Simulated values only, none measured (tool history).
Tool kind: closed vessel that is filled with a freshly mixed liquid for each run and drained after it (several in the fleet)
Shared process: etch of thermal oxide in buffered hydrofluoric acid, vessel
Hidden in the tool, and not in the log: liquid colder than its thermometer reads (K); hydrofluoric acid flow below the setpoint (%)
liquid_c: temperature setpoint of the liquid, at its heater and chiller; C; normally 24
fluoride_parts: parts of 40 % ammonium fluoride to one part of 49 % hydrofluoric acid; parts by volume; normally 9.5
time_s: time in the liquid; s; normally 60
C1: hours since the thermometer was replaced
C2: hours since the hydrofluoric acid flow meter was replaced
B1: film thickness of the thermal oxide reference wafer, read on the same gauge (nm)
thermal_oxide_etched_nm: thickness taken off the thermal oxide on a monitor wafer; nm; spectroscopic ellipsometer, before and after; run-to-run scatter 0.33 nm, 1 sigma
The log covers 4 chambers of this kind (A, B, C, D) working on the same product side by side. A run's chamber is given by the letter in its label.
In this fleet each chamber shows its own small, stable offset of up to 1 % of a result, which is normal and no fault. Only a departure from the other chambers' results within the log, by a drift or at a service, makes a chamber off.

run 1D hour=7.4 | liquid_c=24 fluoride_parts=9.5 time_s=60 | C1=332.3 C2=249.7 | B1=90.042 | thermal_oxide_etched_nm=68.929
run 2C hour=14.3 | liquid_c=24 fluoride_parts=9.5 time_s=60 | C1=715.8 C2=840.1 | B1=90.014 | thermal_oxide_etched_nm=68.305
run 3A hour=20.9 | liquid_c=24 fluoride_parts=9.5 time_s=60 | C1=1597.6 C2=1089.8 | B1=89.965 | thermal_oxide_etched_nm=68.740
run 4B hour=27.3 | liquid_c=24 fluoride_parts=9.5 time_s=60 | C1=258.3 C2=493.5 | B1=90.022 | thermal_oxide_etched_nm=68.643
run 5B hour=37.8 | liquid_c=24 fluoride_parts=9.5 time_s=60 | C1=268.8 C2=504.0 | B1=90.025 | thermal_oxide_etched_nm=68.008
run 6D hour=44.0 | liquid_c=24 fluoride_parts=9.5 time_s=60 | C1=368.9 C2=286.3 | B1=90.013 | thermal_oxide_etched_nm=69.120
run 7A hour=53.3 | liquid_c=24 fluoride_parts=9.5 time_s=60 | C1=1630.0 C2=1122.2 | B1=90.004 | thermal_oxide_etched_nm=68.953
run 8C hour=63.5 | liquid_c=24 fluoride_parts=9.5 time_s=60 | C1=765.0 C2=889.3 | B1=89.988 | thermal_oxide_etched_nm=68.137
run 9A hour=72.8 | liquid_c=24 fluoride_parts=9.5 time_s=60 | C1=1649.5 C2=1141.7 | B1=89.989 | thermal_oxide_etched_nm=69.016
run 10C hour=82.8 | liquid_c=24 fluoride_parts=9.5 time_s=60 | C1=784.3 C2=908.6 | B1=90.026 | thermal_oxide_etched_nm=67.952
run 11D hour=90.0 | liquid_c=24 fluoride_parts=9.5 time_s=60 | C1=414.9 C2=332.3 | B1=90.025 | thermal_oxide_etched_nm=68.711
run 12B hour=96.5 | liquid_c=24 fluoride_parts=9.5 time_s=60 | C1=327.5 C2=562.7 | B1=89.999 | thermal_oxide_etched_nm=68.671
run 13D hour=106.9 | liquid_c=24 fluoride_parts=9.5 time_s=60 | C1=431.8 C2=349.2 | B1=89.993 | thermal_oxide_etched_nm=69.161
run 14B hour=116.1 | liquid_c=24 fluoride_parts=9.5 time_s=60 | C1=347.1 C2=582.3 | B1=89.998 | thermal_oxide_etched_nm=68.448
run 15C hour=122.5 | liquid_c=24 fluoride_parts=9.5 time_s=60 | C1=824.0 C2=948.3 | B1=90.013 | thermal_oxide_etched_nm=68.259
-- hour=127.1 chamber C: hydrofluoric acid flow meter replaced
run 16A hour=129.1 | liquid_c=24 fluoride_parts=9.5 time_s=60 | C1=1705.8 C2=1198.0 | B1=89.999 | thermal_oxide_etched_nm=68.282
run 17C hour=138.3 | liquid_c=24 fluoride_parts=9.5 time_s=60 | C1=839.8 C2=11.2 | B1=90.022 | thermal_oxide_etched_nm=67.938
run 18A hour=148.7 | liquid_c=24 fluoride_parts=9.5 time_s=60 | C1=1725.4 C2=1217.6 | B1=90.015 | thermal_oxide_etched_nm=68.652
run 19B hour=156.5 | liquid_c=24 fluoride_parts=12.0 time_s=60 | C1=387.5 C2=622.7 | B1=90.012 | thermal_oxide_etched_nm=55.686
run 20D hour=166.4 | liquid_c=24 fluoride_parts=12.0 time_s=60 | C1=491.3 C2=408.7 | B1=90.011 | thermal_oxide_etched_nm=54.893
run 21B hour=171.1 | liquid_c=24 fluoride_parts=12.0 time_s=60 | C1=402.1 C2=637.3 | B1=90.010 | thermal_oxide_etched_nm=55.743
run 22A hour=177.5 | liquid_c=24 fluoride_parts=12.0 time_s=60 | C1=1754.2 C2=1246.4 | B1=90.010 | thermal_oxide_etched_nm=55.464
run 23C hour=184.2 | liquid_c=24 fluoride_parts=9.5 time_s=60 | C1=885.7 C2=57.1 | B1=90.000 | thermal_oxide_etched_nm=68.932
run 24D hour=191.6 | liquid_c=22 fluoride_parts=9.5 time_s=60 | C1=516.5 C2=433.9 | B1=89.989 | thermal_oxide_etched_nm=60.729
run 25B hour=201.9 | liquid_c=22 fluoride_parts=9.5 time_s=60 | C1=432.9 C2=668.1 | B1=89.981 | thermal_oxide_etched_nm=60.920
run 26A hour=206.7 | liquid_c=22 fluoride_parts=9.5 time_s=60 | C1=1783.4 C2=1275.6 | B1=90.010 | thermal_oxide_etched_nm=60.847
run 27D hour=214.7 | liquid_c=22 fluoride_parts=9.5 time_s=60 | C1=539.6 C2=457.0 | B1=89.992 | thermal_oxide_etched_nm=60.831
run 28C hour=224.1 | liquid_c=24 fluoride_parts=9.5 time_s=60 | C1=925.6 C2=97.0 | B1=89.983 | thermal_oxide_etched_nm=68.595
run 29D hour=232.8 | liquid_c=24 fluoride_parts=9.5 time_s=60 | C1=557.7 C2=475.1 | B1=89.991 | thermal_oxide_etched_nm=67.937
run 30B hour=238.7 | liquid_c=24 fluoride_parts=9.5 time_s=60 | C1=469.7 C2=704.9 | B1=89.992 | thermal_oxide_etched_nm=68.399
-- hour=248.1 chamber B: hydrofluoric acid flow meter replaced
run 31C hour=248.3 | liquid_c=24 fluoride_parts=9.5 time_s=60 | C1=949.8 C2=121.2 | B1=90.026 | thermal_oxide_etched_nm=68.354
run 32A hour=257.7 | liquid_c=24 fluoride_parts=9.5 time_s=60 | C1=1834.4 C2=1326.6 | B1=90.025 | thermal_oxide_etched_nm=68.556
run 33B hour=263.9 | liquid_c=24 fluoride_parts=9.5 time_s=60 | C1=494.9 C2=15.9 | B1=89.974 | thermal_oxide_etched_nm=68.438
run 34C hour=272.9 | liquid_c=24 fluoride_parts=9.5 time_s=60 | C1=974.4 C2=145.8 | B1=89.979 | thermal_oxide_etched_nm=68.746
run 35D hour=280.4 | liquid_c=24 fluoride_parts=12.5 time_s=60 | C1=605.3 C2=522.7 | B1=89.971 | thermal_oxide_etched_nm=51.788
run 36A hour=285.6 | liquid_c=24 fluoride_parts=12.5 time_s=60 | C1=1862.3 C2=1354.5 | B1=90.036 | thermal_oxide_etched_nm=52.739
run 37C hour=291.3 | liquid_c=24 fluoride_parts=12.5 time_s=60 | C1=992.8 C2=164.2 | B1=90.013 | thermal_oxide_etched_nm=52.898
run 38B hour=296.7 | liquid_c=24 fluoride_parts=12.5 time_s=60 | C1=527.7 C2=48.7 | B1=89.984 | thermal_oxide_etched_nm=53.239
run 39A hour=301.9 | liquid_c=24 fluoride_parts=9.5 time_s=60 | C1=1878.6 C2=1370.8 | B1=90.017 | thermal_oxide_etched_nm=68.470
run 40D hour=310.1 | liquid_c=24 fluoride_parts=9.5 time_s=60 | C1=635.0 C2=552.4 | B1=89.988 | thermal_oxide_etched_nm=66.430
run 41C hour=316.9 | liquid_c=24 fluoride_parts=9.5 time_s=60 | C1=1018.4 C2=189.8 | B1=90.015 | thermal_oxide_etched_nm=68.352
run 42A hour=323.0 | liquid_c=24 fluoride_parts=9.5 time_s=60 | C1=1899.7 C2=1391.9 | B1=89.990 | thermal_oxide_etched_nm=68.287
run 43B hour=329.2 | liquid_c=24 fluoride_parts=9.5 time_s=60 | C1=560.2 C2=81.2 | B1=89.976 | thermal_oxide_etched_nm=68.192

The same settings go to every chamber for the next run, one line per chamber below. Forecast the results for each:
run 44A hour=336.7 | liquid_c=24 fluoride_parts=9.5 time_s=75 | thermal_oxide_etched_nm=?
run 44B hour=336.7 | liquid_c=24 fluoride_parts=9.5 time_s=75 | thermal_oxide_etched_nm=?
run 44C hour=336.7 | liquid_c=24 fluoride_parts=9.5 time_s=75 | thermal_oxide_etched_nm=?
run 44D hour=336.7 | liquid_c=24 fluoride_parts=9.5 time_s=75 | thermal_oxide_etched_nm=?

run=44A thermal_oxide_etched_nm=86.422
run=44B thermal_oxide_etched_nm=85.079
run=44C thermal_oxide_etched_nm=85.602
run=44D thermal_oxide_etched_nm=82.879
